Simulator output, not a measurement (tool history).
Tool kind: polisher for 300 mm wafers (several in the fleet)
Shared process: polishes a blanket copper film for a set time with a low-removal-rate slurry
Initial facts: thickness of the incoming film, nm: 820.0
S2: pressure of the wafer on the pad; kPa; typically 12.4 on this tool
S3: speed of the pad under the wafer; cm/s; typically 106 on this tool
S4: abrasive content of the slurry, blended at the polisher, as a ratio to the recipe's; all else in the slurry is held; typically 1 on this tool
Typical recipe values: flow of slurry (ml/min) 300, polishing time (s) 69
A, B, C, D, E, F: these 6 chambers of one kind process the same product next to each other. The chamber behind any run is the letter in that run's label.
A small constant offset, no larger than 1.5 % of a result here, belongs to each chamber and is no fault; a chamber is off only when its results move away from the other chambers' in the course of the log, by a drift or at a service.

{"run": "1C", "day": 0.167, "flow of slurry (ml/min)": 300, "S2": 12.4, "S3": 106, "S4": 1, "polishing time (s)": 69, "film removed (angstrom)": 1267.9}
{"run": "2A", "day": 0.421, "flow of slurry (ml/min)": 300, "S2": 12.4, "S3": 106, "S4": 1, "polishing time (s)": 69, "film removed (angstrom)": 1266.9}
{"day": 0.554, "done": "chamber C: worn pad replaced by a new one"}
{"day": 0.65, "done": "chamber C: slurry blender recalibrated"}
{"run": "3F", "day": 0.683, "flow of slurry (ml/min)": 300, "S2": 12.4, "S3": 106, "S4": 1, "polishing time (s)": 69, "film removed (angstrom)": 1290.0}
{"run": "4D", "day": 0.975, "flow of slurry (ml/min)": 300, "S2": 12.4, "S3": 106, "S4": 1, "polishing time (s)": 69, "film removed (angstrom)": 1247.8}
{"day": 1.112, "done": "chamber A: worn pad replaced by a new one"}
{"run": "5E", "day": 1.171, "flow of slurry (ml/min)": 300, "S2": 12.4, "S3": 106, "S4": 1, "polishing time (s)": 69, "film removed (angstrom)": 1254.7}
{"day": 1.4, "done": "chamber B: worn pad replaced by a new one"}
{"run": "6B", "day": 1.429, "flow of slurry (ml/min)": 300, "S2": 12.4, "S3": 106, "S4": 1, "polishing time (s)": 69, "film removed (angstrom)": 1258.3}
{"run": "7D", "day": 1.65, "flow of slurry (ml/min)": 300, "S2": 12.4, "S3": 106, "S4": 1, "polishing time (s)": 69, "film removed (angstrom)": 1259.8}
{"day": 1.767, "done": "chamber D: worn pad replaced by a new one"}
{"run": "8E", "day": 1.883, "flow of slurry (ml/min)": 300, "S2": 12.4, "S3": 106, "S4": 1, "polishing time (s)": 69, "film removed (angstrom)": 1245.4}
{"day": 1.979, "done": "chamber E: slurry blender recalibrated"}
{"run": "9C", "day": 2.088, "flow of slurry (ml/min)": 300, "S2": 12.4, "S3": 106, "S4": 1, "polishing time (s)": 69, "film removed (angstrom)": 1268.4}
{"run": "10B", "day": 2.321, "flow of slurry (ml/min)": 300, "S2": 12.4, "S3": 106, "S4": 1, "polishing time (s)": 69, "film removed (angstrom)": 1254.2}
{"run": "11A", "day": 2.658, "flow of slurry (ml/min)": 400, "S2": 12.4, "S3": 106, "S4": 1, "polishing time (s)": 69, "film removed (angstrom)": 1286.2}
{"run": "12F", "day": 2.85, "flow of slurry (ml/min)": 400, "S2": 12.4, "S3": 106, "S4": 1, "polishing time (s)": 69, "film removed (angstrom)": 1289.3}
{"day": 3.008, "done": "chamber E: worn pad replaced by a new one"}
{"run": "13E", "day": 3.204, "flow of slurry (ml/min)": 400, "S2": 12.4, "S3": 106, "S4": 1, "polishing time (s)": 69, "film removed (angstrom)": 1267.7}
{"day": 3.358, "done": "chamber F: worn pad replaced by a new one"}
{"run": "14C", "day": 3.438, "flow of slurry (ml/min)": 400, "S2": 12.4, "S3": 106, "S4": 1, "polishing time (s)": 69, "film removed (angstrom)": 1295.3}
{"day": 3.571, "done": "chamber F: slurry blender recalibrated"}
{"run": "15F", "day": 3.8, "flow of slurry (ml/min)": 400, "S2": 12.4, "S3": 106, "S4": 1, "polishing time (s)": 69, "film removed (angstrom)": 1310.2}
{"run": "16A", "day": 4.092, "flow of slurry (ml/min)": 400, "S2": 12.4, "S3": 106, "S4": 1, "polishing time (s)": 69, "film removed (angstrom)": 1301.7}
{"run": "17D", "day": 4.308, "flow of slurry (ml/min)": 300, "S2": 12.4, "S3": 106, "S4": 1, "polishing time (s)": 69, "film removed (angstrom)": 1254.4}
{"run": "18B", "day": 4.496, "flow of slurry (ml/min)": 300, "S2": 12.4, "S3": 106, "S4": 1, "polishing time (s)": 69, "film removed (angstrom)": 1264.5}
{"day": 4.596, "done": "chamber A: slurry nozzle cleaned"}
{"run": "19D", "day": 4.817, "flow of slurry (ml/min)": 300, "S2": 12.4, "S3": 106, "S4": 1, "polishing time (s)": 69, "film removed (angstrom)": 1256.0}
{"run": "20B", "day": 5.054, "flow of slurry (ml/min)": 300, "S2": 12.4, "S3": 106, "S4": 1, "polishing time (s)": 69, "film removed (angstrom)": 1259.5}
{"day": 5.242, "done": "chamber E: head pressure recalibrated"}
{"run": "21E", "day": 5.258, "flow of slurry (ml/min)": 300, "S2": 12.4, "S3": 106, "S4": 1, "polishing time (s)": 69, "film removed (angstrom)": 1180.8}
{"run": "22C", "day": 5.462, "flow of slurry (ml/min)": 300, "S2": 12.4, "S3": 106, "S4": 1, "polishing time (s)": 69, "film removed (angstrom)": 1280.3}
{"day": 5.588, "done": "chamber C: slurry nozzle cleaned"}
{"run": "23A", "day": 5.8, "flow of slurry (ml/min)": 300, "S2": 12.4, "S3": 106, "S4": 1, "polishing time (s)": 69, "film removed (angstrom)": 1253.0}
{"day": 5.962, "done": "chamber C: worn pad replaced by a new one"}
{"run": "24F", "day": 6.058, "flow of slurry (ml/min)": 300, "S2": 12.4, "S3": 106, "S4": 1, "polishing time (s)": 69, "film removed (angstrom)": 1287.3}
{"day": 6.288, "done": "chamber C: slurry blender recalibrated"}
{"run": "25B", "day": 6.288, "flow of slurry (ml/min)": 300, "S2": 12.4, "S3": 142, "S4": 1, "polishing time (s)": 69, "film removed (angstrom)": 1687.2}
{"day": 6.571, "done": "chamber A: worn pad replaced by a new one"}
{"run": "26E", "day": 6.592, "flow of slurry (ml/min)": 300, "S2": 12.4, "S3": 142, "S4": 1, "polishing time (s)": 69, "film removed (angstrom)": 1594.7}
{"day": 6.775, "done": "chamber B: worn pad replaced by a new one"}
{"day": 6.862, "done": "chamber B: head pressure recalibrated"}
{"run": "27A", "day": 6.883, "flow of slurry (ml/min)": 300, "S2": 12.4, "S3": 142, "S4": 1, "polishing time (s)": 69, "film removed (angstrom)": 1694.3}
{"run": "28D", "day": 7.1, "flow of slurry (ml/min)": 300, "S2": 12.4, "S3": 142, "S4": 1, "polishing time (s)": 69, "film removed (angstrom)": 1678.8}
{"day": 7.112, "done": "chamber D: slurry blender recalibrated"}
{"day": 7.208, "done": "chamber D: worn pad replaced by a new one"}
{"day": 7.217, "done": "chamber F: worn pad replaced by a new one"}
{"run": "29F", "day": 7.388, "flow of slurry (ml/min)": 300, "S2": 12.4, "S3": 142, "S4": 1, "polishing time (s)": 69, "film removed (angstrom)": 1701.2}
{"day": 7.429, "done": "chamber F: slurry blender recalibrated"}
{"day": 7.646, "done": "chamber E: slurry nozzle cleaned"}
{"run": "30C", "day": 7.675, "flow of slurry (ml/min)": 300, "S2": 12.4, "S3": 142, "S4": 1, "polishing time (s)": 69, "film removed (angstrom)": 1717.5}
{"run": "31A", "day": 7.933, "flow of slurry (ml/min)": 300, "S2": 12.4, "S3": 106, "S4": 1, "polishing time (s)": 69, "film removed (angstrom)": 1245.7}
{"day": 8.133, "done": "chamber E: worn pad replaced by a new one"}
{"run": "32D", "day": 8.154, "flow of slurry (ml/min)": 300, "S2": 12.4, "S3": 106, "S4": 1, "polishing time (s)": 69, "film removed (angstrom)": 1262.6}
{"run": "33E", "day": 8.467, "flow of slurry (ml/min)": 300, "S2": 12.4, "S3": 106, "S4": 1, "polishing time (s)": 69, "film removed (angstrom)": 1178.6}
{"run": "34C", "day": 8.671, "flow of slurry (ml/min)": 300, "S2": 12.4, "S3": 106, "S4": 1, "polishing time (s)": 69, "film removed (angstrom)": 1274.9}
{"run": "35F", "day": 8.967, "flow of slurry (ml/min)": 300, "S2": 12.4, "S3": 106, "S4": 1, "polishing time (s)": 69, "film removed (angstrom)": 1286.1}
{"run": "36B", "day": 9.154, "flow of slurry (ml/min)": 300, "S2": 12.4, "S3": 106, "S4": 1, "polishing time (s)": 69, "film removed (angstrom)": 1250.2}
{"run": "37F", "day": 9.429, "flow of slurry (ml/min)": 365, "S2": 12.4, "S3": 106, "S4": 1, "polishing time (s)": 69, "film removed (angstrom)": 1302.9}
{"run": "38C", "day": 9.75, "flow of slurry (ml/min)": 365, "S2": 12.4, "S3": 106, "S4": 1, "polishing time (s)": 69, "film removed (angstrom)": 1290.0}
{"run": "39E", "day": 9.925, "flow of slurry (ml/min)": 365, "S2": 12.4, "S3": 106, "S4": 1, "polishing time (s)": 69, "film removed (angstrom)": 1197.1}
{"run": "40A", "day": 10.154, "flow of slurry (ml/min)": 365, "S2": 12.4, "S3": 106, "S4": 1, "polishing time (s)": 69, "film removed (angstrom)": 1268.7}
{"run": "41B", "day": 10.442, "flow of slurry (ml/min)": 365, "S2": 12.4, "S3": 106, "S4": 1, "polishing time (s)": 69, "film removed (angstrom)": 1282.9}
{"run": "42D", "day": 10.633, "flow of slurry (ml/min)": 365, "S2": 12.4, "S3": 106, "S4": 1, "polishing time (s)": 69, "film removed (angstrom)": 1273.2}
{"run": "43D", "day": 10.933, "flow of slurry (ml/min)": 230, "S2": 12.4, "S3": 106, "S4": 1, "polishing time (s)": 69, "film removed (angstrom)": 1226.9}

Predict what each chamber gives when all 6 of them run the settings below next.
{"run": "44A", "day": 11.196, "flow of slurry (ml/min)": 300, "S2": 12.4, "S3": 106, "S4": 1, "polishing time (s)": 69, "film removed (angstrom)": "?"}
{"run": "44B", "day": 11.196, "flow of slurry (ml/min)": 300, "S2": 12.4, "S3": 106, "S4": 1, "polishing time (s)": 69, "film removed (angstrom)": "?"}
{"run": "44C", "day": 11.196, "flow of slurry (ml/min)": 300, "S2": 12.4, "S3": 106, "S4": 1, "polishing time (s)": 69, "film removed (angstrom)": "?"}
{"run": "44D", "day": 11.196, "flow of slurry (ml/min)": 300, "S2": 12.4, "S3": 106, "S4": 1, "polishing time (s)": 69, "film removed (angstrom)": "?"}
{"run": "44E", "day": 11.196, "flow of slurry (ml/min)": 300, "S2": 12.4, "S3": 106, "S4": 1, "polishing time (s)": 69, "film removed (angstrom)": "?"}
{"run": "44F", "day": 11.196, "flow of slurry (ml/min)": 300, "S2": 12.4, "S3": 106, "S4": 1, "polishing time (s)": 69, "film removed (angstrom)": "?"}

run=44A film_removed_(angstrom)=1253.0
run=44B film_removed_(angstrom)=1262.9
run=44C film_removed_(angstrom)=1261.0
run=44D film_removed_(angstrom)=1254.1
run=44E film_removed_(angstrom)=1185.3
run=44F film_removed_(angstrom)=1264.8
